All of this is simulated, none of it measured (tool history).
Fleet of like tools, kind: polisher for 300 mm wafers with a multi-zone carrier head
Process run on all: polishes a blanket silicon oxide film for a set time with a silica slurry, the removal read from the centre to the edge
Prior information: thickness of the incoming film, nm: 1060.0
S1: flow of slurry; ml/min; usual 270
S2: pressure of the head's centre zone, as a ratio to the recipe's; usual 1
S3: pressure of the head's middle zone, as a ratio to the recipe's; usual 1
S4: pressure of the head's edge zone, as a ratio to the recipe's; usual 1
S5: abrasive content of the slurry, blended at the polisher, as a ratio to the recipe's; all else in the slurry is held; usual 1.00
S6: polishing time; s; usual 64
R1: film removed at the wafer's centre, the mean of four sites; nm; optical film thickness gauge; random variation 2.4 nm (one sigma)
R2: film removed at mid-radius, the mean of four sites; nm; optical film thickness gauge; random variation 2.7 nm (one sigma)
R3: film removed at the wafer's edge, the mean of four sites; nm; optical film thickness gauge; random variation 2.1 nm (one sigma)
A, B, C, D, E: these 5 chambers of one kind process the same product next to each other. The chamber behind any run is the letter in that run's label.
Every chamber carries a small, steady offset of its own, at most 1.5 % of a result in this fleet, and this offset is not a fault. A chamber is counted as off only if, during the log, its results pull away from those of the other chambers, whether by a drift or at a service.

| run | day | S1 | S2 | S3 | S4 | S5 | S6 | R1 | R2 | R3 |
|---|---|---|---|---|---|---|---|---|---|---|
|  | 0.225 | chamber C: worn pad replaced by a new one |
| 1C | 0.325 | 270 | 1 | 1 | 1 | 1.00 | 64 | 212.57 | 203.65 | 207.07 |
| 2B | 0.671 | 270 | 1 | 1 | 1 | 1.00 | 64 | 205.02 | 207.30 | 210.50 |
| 3A | 0.938 | 270 | 1 | 1 | 1 | 1.00 | 64 | 202.41 | 210.21 | 210.58 |
| 4E | 1.175 | 270 | 1 | 1 | 1 | 1.00 | 64 | 203.71 | 209.38 | 211.13 |
| 5D | 1.421 | 270 | 1 | 1 | 1 | 1.00 | 64 | 208.06 | 210.71 | 210.92 |
| 6E | 1.762 | 270 | 1 | 1 | 1 | 1.00 | 64 | 205.67 | 203.71 | 209.10 |
|  | 1.779 | chamber B: worn pad replaced by a new one |
| 7D | 1.954 | 270 | 1 | 1 | 1 | 1.00 | 64 | 208.36 | 207.80 | 212.01 |
| 8B | 2.296 | 270 | 1 | 1 | 1 | 1.00 | 64 | 203.42 | 209.50 | 205.50 |
| 9A | 2.688 | 340 | 1 | 1 | 1 | 1.00 | 64 | 208.10 | 208.96 | 210.71 |
|  | 2.812 | chamber A: worn pad replaced by a new one |
| 10C | 2.904 | 340 | 1 | 1 | 1 | 1.00 | 64 | 212.72 | 211.17 | 205.89 |
|  | 2.946 | chamber D: worn pad replaced by a new one |
|  | 2.992 | chamber E: worn pad replaced by a new one |
| 11E | 3.133 | 340 | 1 | 1 | 1 | 1.00 | 64 | 207.49 | 208.46 | 208.35 |
| 12A | 3.454 | 340 | 1 | 1 | 1 | 1.00 | 64 | 208.63 | 213.89 | 211.05 |
| 13B | 3.817 | 340 | 1 | 1 | 1 | 1.00 | 64 | 212.72 | 216.08 | 212.44 |
|  | 4.054 | chamber E: centre zone pressure recalibrated |
| 14C | 4.179 | 270 | 1 | 1 | 1 | 1.00 | 64 | 206.95 | 209.66 | 205.27 |
| 15D | 4.546 | 270 | 1 | 1 | 1 | 1.00 | 64 | 208.22 | 209.72 | 207.70 |
| 16B | 4.758 | 270 | 1 | 1 | 1 | 1.00 | 64 | 202.70 | 205.79 | 210.92 |
| 17E | 5.117 | 270 | 1 | 1 | 1 | 1.00 | 64 | 209.81 | 205.41 | 203.51 |
|  | 5.275 | chamber C: worn pad replaced by a new one |
| 18A | 5.496 | 270 | 1 | 1 | 1 | 1.00 | 64 | 205.79 | 207.73 | 210.20 |
| 19D | 5.838 | 270 | 1 | 1 | 1 | 1.00 | 64 | 206.51 | 213.71 | 209.83 |
|  | 5.858 | chamber E: edge zone pressure recalibrated |
| 20C | 6.158 | 270 | 1 | 1 | 1 | 1.00 | 64 | 208.60 | 209.13 | 202.39 |
| 21E | 6.342 | 270 | 1 | 1 | 1 | 1.00 | 64 | 201.88 | 211.07 | 203.46 |
| 22A | 6.592 | 270 | 1 | 1 | 1 | 1.00 | 64 | 200.73 | 212.00 | 205.38 |
| 23D | 6.825 | 270 | 1 | 1 | 1 | 1.00 | 64 | 206.48 | 212.61 | 206.71 |
|  | 6.892 | chamber D: worn pad replaced by a new one |
| 24C | 7.121 | 270 | 1 | 1 | 1 | 1.00 | 64 | 210.43 | 202.13 | 206.63 |
| 25B | 7.388 | 270 | 1 | 1 | 1 | 1.00 | 64 | 206.69 | 207.14 | 205.18 |
| 26D | 7.608 | 270 | 1 | 1 | 1 | 1.00 | 64 | 211.00 | 207.68 | 210.68 |
| 27C | 7.958 | 270 | 1 | 1 | 1 | 0.85 | 64 | 193.15 | 187.71 | 192.75 |
|  | 8.138 | chamber B: worn pad replaced by a new one |
| 28A | 8.162 | 270 | 1 | 1 | 1 | 0.85 | 64 | 185.00 | 188.89 | 189.92 |
| 29E | 8.433 | 270 | 1 | 1 | 1 | 0.85 | 64 | 188.23 | 192.42 | 193.65 |
|  | 8.492 | chamber A: worn pad replaced by a new one |
| 30B | 8.804 | 270 | 1 | 1 | 1 | 0.85 | 64 | 195.37 | 194.65 | 189.14 |
| 31A | 9.021 | 270 | 1 | 1 | 1 | 0.85 | 64 | 189.03 | 190.58 | 193.98 |
|  | 9.071 | chamber E: worn pad replaced by a new one |
| 32E | 9.217 | 270 | 1 | 1 | 1 | 0.75 | 74 | 210.56 | 209.89 | 206.08 |
| 33D | 9.496 | 270 | 1 | 1 | 1 | 0.75 | 74 | 207.61 | 210.13 | 210.43 |
| 34C | 9.846 | 270 | 1 | 1 | 1 | 0.75 | 74 | 208.78 | 203.65 | 205.63 |
| 35B | 10.158 | 270 | 1 | 1 | 1 | 0.75 | 74 | 208.64 | 209.41 | 208.66 |
|  | 10.312 | chamber C: worn pad replaced by a new one |
| 36E | 10.475 | 270 | 1 | 1 | 1 | 0.75 | 74 | 205.44 | 208.82 | 210.82 |
| 37C | 10.796 | 270 | 1 | 1 | 1 | 1.00 | 64 | 209.19 | 204.23 | 208.22 |
| 38A | 11.138 | 270 | 1 | 1 | 1 | 1.00 | 64 | 205.76 | 208.78 | 207.87 |

Each of the 5 chambers runs these same settings next. Fill in every chamber's results:
| 39A | 11.425 | 335 | 1 | 1 | 1 | 1.00 | 64 | ? | ? | ? |
| 39B | 11.425 | 335 | 1 | 1 | 1 | 1.00 | 64 | ? | ? | ? |
| 39C | 11.425 | 335 | 1 | 1 | 1 | 1.00 | 64 | ? | ? | ? |
| 39D | 11.425 | 335 | 1 | 1 | 1 | 1.00 | 64 | ? | ? | ? |
| 39E | 11.425 | 335 | 1 | 1 | 1 | 1.00 | 64 | ? | ? | ? |

| run | R1 | R2 | R3 |
|---|---|---|---|
| 39A | 204.45 | 216.46 | 212.62 |
| 39B | 211.47 | 219.44 | 212.91 |
| 39C | 213.83 | 210.84 | 211.76 |
| 39D | 213.07 | 213.42 | 215.87 |
| 39E | 208.01 | 215.36 | 210.49 |

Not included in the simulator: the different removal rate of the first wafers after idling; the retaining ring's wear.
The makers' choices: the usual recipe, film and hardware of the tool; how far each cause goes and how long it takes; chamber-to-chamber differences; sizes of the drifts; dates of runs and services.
